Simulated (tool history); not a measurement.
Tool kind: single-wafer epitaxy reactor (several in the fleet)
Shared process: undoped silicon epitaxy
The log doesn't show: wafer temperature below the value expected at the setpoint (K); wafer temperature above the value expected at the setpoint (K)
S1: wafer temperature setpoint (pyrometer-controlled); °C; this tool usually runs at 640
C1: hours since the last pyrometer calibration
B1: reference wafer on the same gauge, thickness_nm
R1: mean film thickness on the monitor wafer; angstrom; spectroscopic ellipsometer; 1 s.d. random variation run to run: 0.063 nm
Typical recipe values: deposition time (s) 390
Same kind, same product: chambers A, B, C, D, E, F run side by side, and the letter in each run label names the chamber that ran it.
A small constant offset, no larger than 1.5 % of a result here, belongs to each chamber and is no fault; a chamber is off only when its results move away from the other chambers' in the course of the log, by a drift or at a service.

run 1F day=0.512 | S1=640 deposition_time_(s)=390 | C1=835.2 | B1=46.400 | R1=526.57
run 2E day=1.104 | S1=640 deposition_time_(s)=390 | C1=1448.8 | B1=46.388 | R1=518.97
run 3B day=1.604 | S1=640 deposition_time_(s)=390 | C1=2408.4 | B1=46.364 | R1=528.09
run 4C day=2.100 | S1=640 deposition_time_(s)=390 | C1=474.5 | B1=46.368 | R1=528.32
run 5D day=2.517 | S1=640 deposition_time_(s)=390 | C1=1169.0 | B1=46.370 | R1=527.79
run 6A day=3.079 | S1=640 deposition_time_(s)=390 | C1=1577.4 | B1=46.364 | R1=526.21
run 7D day=3.429 | S1=640 deposition_time_(s)=390 | C1=1190.9 | B1=46.335 | R1=527.40
run 8A day=3.804 | S1=640 deposition_time_(s)=390 | C1=1594.8 | B1=46.340 | R1=528.00
run 9E day=4.275 | S1=640 deposition_time_(s)=390 | C1=1524.9 | B1=46.345 | R1=517.57
run 10B day=4.746 | S1=640 deposition_time_(s)=390 | C1=2483.8 | B1=46.335 | R1=529.05
run 11C day=5.121 | S1=647 deposition_time_(s)=448 | C1=547.0 | B1=46.332 | R1=705.65
run 12F day=5.492 | S1=647 deposition_time_(s)=448 | C1=954.7 | B1=46.326 | R1=704.98
run 13B day=5.946 | S1=647 deposition_time_(s)=448 | C1=2512.6 | B1=46.329 | R1=707.95
run 14A day=6.312 | S1=647 deposition_time_(s)=448 | C1=1655.0 | B1=46.307 | R1=707.50
run 15C day=6.708 | S1=647 deposition_time_(s)=448 | C1=585.1 | B1=46.305 | R1=704.20
run 16E day=7.133 | S1=647 deposition_time_(s)=448 | C1=1593.5 | B1=46.300 | R1=695.59
run 17D day=7.662 | S1=640 deposition_time_(s)=390 | C1=1292.5 | B1=46.293 | R1=527.25
run 18F day=7.958 | S1=640 deposition_time_(s)=390 | C1=1013.9 | B1=46.295 | R1=525.85
run 19B day=8.238 | S1=640 deposition_time_(s)=390 | C1=2567.6 | B1=46.292 | R1=527.22
run 20A day=8.625 | S1=640 deposition_time_(s)=390 | C1=1710.5 | B1=46.265 | R1=526.91
run 21C day=8.892 | S1=640 deposition_time_(s)=390 | C1=637.5 | B1=46.287 | R1=526.57
run 22D day=9.212 | S1=640 deposition_time_(s)=390 | C1=1329.7 | B1=46.268 | R1=527.85
run 23E day=9.575 | S1=640 deposition_time_(s)=390 | C1=1652.1 | B1=46.259 | R1=517.56
run 24F day=9.896 | S1=640 deposition_time_(s)=390 | C1=1060.4 | B1=46.261 | R1=525.88
-- day=10.188 chamber E: pyrometer calibrated
run 25A day=10.388 | S1=640 deposition_time_(s)=390 | C1=1752.8 | B1=46.249 | R1=526.26
-- day=10.562 chamber B: pyrometer calibrated
run 26E day=10.962 | S1=640 deposition_time_(s)=390 | C1=18.7 | B1=46.244 | R1=516.92
run 27D day=11.333 | S1=640 deposition_time_(s)=390 | C1=1380.6 | B1=46.233 | R1=525.78
run 28F day=11.779 | S1=640 deposition_time_(s)=390 | C1=1105.6 | B1=46.235 | R1=524.26
run 29C day=12.325 | S1=640 deposition_time_(s)=390 | C1=719.9 | B1=46.217 | R1=524.71
run 30B day=12.767 | S1=640 deposition_time_(s)=390 | C1=53.0 | B1=46.229 | R1=525.36
run 31E day=13.117 | S1=640 deposition_time_(s)=390 | C1=70.4 | B1=46.219 | R1=517.04
run 32B day=13.692 | S1=640 deposition_time_(s)=466 | C1=75.2 | B1=46.211 | R1=628.99
run 33D day=14.188 | S1=640 deposition_time_(s)=466 | C1=1449.1 | B1=46.199 | R1=628.87
run 34C day=14.533 | S1=640 deposition_time_(s)=466 | C1=772.9 | B1=46.189 | R1=626.95
run 35A day=14.867 | S1=640 deposition_time_(s)=466 | C1=1860.3 | B1=46.182 | R1=626.70
run 36F day=15.167 | S1=640 deposition_time_(s)=466 | C1=1186.9 | B1=46.192 | R1=627.03
run 37C day=15.500 | S1=640 deposition_time_(s)=466 | C1=796.1 | B1=46.178 | R1=626.55
run 38E day=15.958 | S1=627 deposition_time_(s)=390 | C1=138.6 | B1=46.177 | R1=382.02

The same settings go to every chamber for the next run, one line per chamber below. Forecast the results for each:
run 39A day=16.383 | S1=640 deposition_time_(s)=390 | R1=?
run 39B day=16.383 | S1=640 deposition_time_(s)=390 | R1=?
run 39C day=16.383 | S1=640 deposition_time_(s)=390 | R1=?
run 39D day=16.383 | S1=640 deposition_time_(s)=390 | R1=?
run 39E day=16.383 | S1=640 deposition_time_(s)=390 | R1=?
run 39F day=16.383 | S1=640 deposition_time_(s)=390 | R1=?

run=39A R1=525.26
run=39B R1=526.23
run=39C R1=524.37
run=39D R1=526.12
run=39E R1=515.57
run=39F R1=523.41
